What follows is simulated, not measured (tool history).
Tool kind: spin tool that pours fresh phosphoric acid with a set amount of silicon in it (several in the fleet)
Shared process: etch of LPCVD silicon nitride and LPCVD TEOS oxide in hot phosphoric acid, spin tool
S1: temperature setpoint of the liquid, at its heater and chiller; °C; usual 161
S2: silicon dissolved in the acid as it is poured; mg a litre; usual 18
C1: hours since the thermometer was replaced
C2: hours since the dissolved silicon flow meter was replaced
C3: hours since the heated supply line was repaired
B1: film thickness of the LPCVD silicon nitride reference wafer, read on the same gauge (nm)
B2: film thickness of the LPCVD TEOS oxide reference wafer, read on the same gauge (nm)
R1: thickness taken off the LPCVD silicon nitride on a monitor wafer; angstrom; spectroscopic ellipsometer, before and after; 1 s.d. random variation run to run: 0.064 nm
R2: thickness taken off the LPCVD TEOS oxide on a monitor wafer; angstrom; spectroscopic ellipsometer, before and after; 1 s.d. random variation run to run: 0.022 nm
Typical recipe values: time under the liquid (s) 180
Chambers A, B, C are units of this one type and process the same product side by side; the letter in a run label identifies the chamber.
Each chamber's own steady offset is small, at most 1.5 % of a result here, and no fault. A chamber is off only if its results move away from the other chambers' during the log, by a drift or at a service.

{"run": "1C", "hour": 10.9, "S1": 161, "S2": 18, "time under the liquid (s)": 180, "C1": 640.4, "C2": 218.3, "C3": 154.8, "B1": 79.999, "B2": 59.99, "R1": 196.43, "R2": 8.2662}
{"run": "2B", "hour": 23.0, "S1": 161, "S2": 18, "time under the liquid (s)": 180, "C1": 377.8, "C2": 31.4, "C3": 1397.3, "B1": 80.018, "B2": 60.013, "R1": 195.26, "R2": 8.3938}
{"hour": 32.0, "done": "chamber A: thermometer replaced"}
{"run": "3A", "hour": 34.3, "S1": 161, "S2": 18, "time under the liquid (s)": 180, "C1": 2.3, "C2": 1443.3, "C3": 2389.6, "B1": 80.006, "B2": 59.946, "R1": 197.73, "R2": 8.6938}
{"run": "4B", "hour": 42.1, "S1": 161, "S2": 18, "time under the liquid (s)": 180, "C1": 396.9, "C2": 50.5, "C3": 1416.4, "B1": 79.988, "B2": 60.032, "R1": 193.76, "R2": 8.1455}
{"run": "5A", "hour": 53.6, "S1": 161, "S2": 24, "time under the liquid (s)": 180, "C1": 21.6, "C2": 1462.6, "C3": 2408.9, "B1": 80.01, "B2": 59.986, "R1": 197.47, "R2": 6.8866}
{"run": "6C", "hour": 61.9, "S1": 161, "S2": 24, "time under the liquid (s)": 180, "C1": 691.4, "C2": 269.3, "C3": 205.8, "B1": 80.014, "B2": 60.03, "R1": 196.29, "R2": 6.9689}
{"run": "7B", "hour": 71.3, "S1": 161, "S2": 24, "time under the liquid (s)": 180, "C1": 426.1, "C2": 79.7, "C3": 1445.6, "B1": 79.962, "B2": 59.993, "R1": 194.02, "R2": 6.3805}
{"run": "8C", "hour": 78.8, "S1": 164, "S2": 18, "time under the liquid (s)": 180, "C1": 708.3, "C2": 286.2, "C3": 222.7, "B1": 79.985, "B2": 59.989, "R1": 216.1, "R2": 10.306}
{"run": "9A", "hour": 85.3, "S1": 164, "S2": 18, "time under the liquid (s)": 180, "C1": 53.3, "C2": 1494.3, "C3": 2440.6, "B1": 80.014, "B2": 60.049, "R1": 217.82, "R2": 10.186}
{"run": "10C", "hour": 97.2, "S1": 164, "S2": 18, "time under the liquid (s)": 180, "C1": 726.7, "C2": 304.6, "C3": 241.1, "B1": 80.01, "B2": 60.005, "R1": 215.45, "R2": 10.258}
{"run": "11A", "hour": 111.6, "S1": 161, "S2": 18, "time under the liquid (s)": 180, "C1": 79.6, "C2": 1520.6, "C3": 2466.9, "B1": 80.002, "B2": 60.001, "R1": 196.62, "R2": 8.0755}
{"run": "12B", "hour": 120.7, "S1": 161, "S2": 18, "time under the liquid (s)": 180, "C1": 475.5, "C2": 129.1, "C3": 1495, "B1": 80.001, "B2": 60.011, "R1": 194.41, "R2": 8.3511}
{"run": "13C", "hour": 132.6, "S1": 161, "S2": 18, "time under the liquid (s)": 180, "C1": 762.1, "C2": 340, "C3": 276.5, "B1": 79.98, "B2": 59.995, "R1": 196.55, "R2": 8.3767}
{"run": "14A", "hour": 146.3, "S1": 161, "S2": 18, "time under the liquid (s)": 180, "C1": 114.3, "C2": 1555.3, "C3": 2501.6, "B1": 79.989, "B2": 60.032, "R1": 197.88, "R2": 8.5114}
{"run": "15B", "hour": 156.2, "S1": 161, "S2": 31.5, "time under the liquid (s)": 140, "C1": 511, "C2": 164.6, "C3": 1530.5, "B1": 79.988, "B2": 60.003, "R1": 150.63, "R2": 3.9668}
{"run": "16A", "hour": 164.8, "S1": 161, "S2": 31.5, "time under the liquid (s)": 140, "C1": 132.8, "C2": 1573.8, "C3": 2520.1, "B1": 80.035, "B2": 59.965, "R1": 153.88, "R2": 3.9774}
{"run": "17B", "hour": 173.9, "S1": 161, "S2": 31.5, "time under the liquid (s)": 140, "C1": 528.7, "C2": 182.3, "C3": 1548.2, "B1": 79.961, "B2": 60.013, "R1": 150.95, "R2": 3.877}
{"run": "18C", "hour": 184.9, "S1": 161, "S2": 18, "time under the liquid (s)": 180, "C1": 814.4, "C2": 392.3, "C3": 328.8, "B1": 80.006, "B2": 60.01, "R1": 195.93, "R2": 8.002}
{"run": "19A", "hour": 191.8, "S1": 161, "S2": 18, "time under the liquid (s)": 180, "C1": 159.8, "C2": 1600.8, "C3": 2547.1, "B1": 80.011, "B2": 59.987, "R1": 198.02, "R2": 8.3539}
{"run": "20B", "hour": 205.9, "S1": 161, "S2": 18, "time under the liquid (s)": 180, "C1": 560.7, "C2": 214.3, "C3": 1580.2, "B1": 80.02, "B2": 59.972, "R1": 194.18, "R2": 8.2924}
{"run": "21C", "hour": 220.8, "S1": 161, "S2": 18, "time under the liquid (s)": 180, "C1": 850.3, "C2": 428.2, "C3": 364.7, "B1": 79.984, "B2": 59.972, "R1": 196.42, "R2": 8.2829}
{"hour": 221.6, "done": "chamber B: thermometer replaced"}
{"run": "22A", "hour": 232.8, "S1": 161, "S2": 18, "time under the liquid (s)": 180, "C1": 200.8, "C2": 1641.8, "C3": 2588.1, "B1": 80, "B2": 60.036, "R1": 198.19, "R2": 8.0128}
{"run": "23C", "hour": 239.9, "S1": 161, "S2": 18, "time under the liquid (s)": 180, "C1": 869.4, "C2": 447.3, "C3": 383.8, "B1": 79.986, "B2": 60.043, "R1": 197.16, "R2": 8.3496}
{"run": "24B", "hour": 248.1, "S1": 161, "S2": 18, "time under the liquid (s)": 180, "C1": 26.5, "C2": 256.5, "C3": 1622.4, "B1": 79.999, "B2": 60.055, "R1": 194.42, "R2": 8.3079}
{"hour": 252.4, "done": "chamber B: heated supply line repaired"}
{"run": "25C", "hour": 263.0, "S1": 161, "S2": 18, "time under the liquid (s)": 180, "C1": 892.5, "C2": 470.4, "C3": 406.9, "B1": 80.038, "B2": 59.992, "R1": 196.37, "R2": 8.5882}
{"run": "26A", "hour": 273.5, "S1": 161, "S2": 18, "time under the liquid (s)": 180, "C1": 241.5, "C2": 1682.5, "C3": 2628.8, "B1": 79.987, "B2": 59.969, "R1": 197.34, "R2": 8.2011}
{"run": "27B", "hour": 285.7, "S1": 161, "S2": 18, "time under the liquid (s)": 180, "C1": 64.1, "C2": 294.1, "C3": 33.4, "B1": 80.002, "B2": 60.019, "R1": 195.12, "R2": 8.373}
{"run": "28A", "hour": 300.2, "S1": 161, "S2": 18, "time under the liquid (s)": 180, "C1": 268.2, "C2": 1709.2, "C3": 2655.5, "B1": 80, "B2": 60.029, "R1": 198.12, "R2": 8.318}
{"run": "29C", "hour": 313.1, "S1": 161, "S2": 18, "time under the liquid (s)": 180, "C1": 942.6, "C2": 520.5, "C3": 457, "B1": 80.009, "B2": 60.019, "R1": 195.75, "R2": 8.3657}
{"run": "30B", "hour": 327.7, "S1": 161, "S2": 18, "time under the liquid (s)": 180, "C1": 106.1, "C2": 336.1, "C3": 75.4, "B1": 80.025, "B2": 60.035, "R1": 193.04, "R2": 8.3263}
{"run": "31B", "hour": 334.3, "S1": 161, "S2": 18, "time under the liquid (s)": 180, "C1": 112.7, "C2": 342.7, "C3": 82, "B1": 80.019, "B2": 60.042, "R1": 193.13, "R2": 7.9821}
{"run": "32C", "hour": 342.8, "S1": 161, "S2": 18, "time under the liquid (s)": 180, "C1": 972.3, "C2": 550.2, "C3": 486.7, "B1": 79.986, "B2": 60.013, "R1": 196.49, "R2": 8.4383}
{"run": "33A", "hour": 352.4, "S1": 161, "S2": 18, "time under the liquid (s)": 180, "C1": 320.4, "C2": 1761.4, "C3": 2707.7, "B1": 80.014, "B2": 59.947, "R1": 197.42, "R2": 8.2127}
{"run": "34B", "hour": 365.6, "S1": 161, "S2": 31, "time under the liquid (s)": 265, "C1": 144, "C2": 374, "C3": 113.3, "B1": 80.001, "B2": 60.004, "R1": 285.66, "R2": 7.5507}
{"run": "35C", "hour": 377.6, "S1": 161, "S2": 31, "time under the liquid (s)": 265, "C1": 1007.1, "C2": 585, "C3": 521.5, "B1": 79.995, "B2": 60.02, "R1": 290.28, "R2": 8.1463}
{"run": "36A", "hour": 391.0, "S1": 161, "S2": 31, "time under the liquid (s)": 265, "C1": 359, "C2": 1800, "C3": 2746.3, "B1": 80.021, "B2": 59.998, "R1": 289.89, "R2": 7.7416}
{"run": "37C", "hour": 403.3, "S1": 161, "S2": 18, "time under the liquid (s)": 180, "C1": 1032.8, "C2": 610.7, "C3": 547.2, "B1": 79.993, "B2": 60.012, "R1": 196.71, "R2": 8.4279}
{"run": "38B", "hour": 417.9, "S1": 161, "S2": 18, "time under the liquid (s)": 180, "C1": 196.3, "C2": 426.3, "C3": 165.6, "B1": 79.999, "B2": 60.001, "R1": 194.56, "R2": 8.0428}

Predict what each chamber gives when all 3 of them run the settings below next.
{"run": "39A", "hour": 428.7, "S1": 161, "S2": 18, "time under the liquid (s)": 180, "R1": "?", "R2": "?"}
{"run": "39B", "hour": 428.7, "S1": 161, "S2": 18, "time under the liquid (s)": 180, "R1": "?", "R2": "?"}
{"run": "39C", "hour": 428.7, "S1": 161, "S2": 18, "time under the liquid (s)": 180, "R1": "?", "R2": "?"}

run=39A R1=197.53 R2=8.2141
run=39B R1=195.1 R2=8.0019
run=39C R1=197.4 R2=8.2601
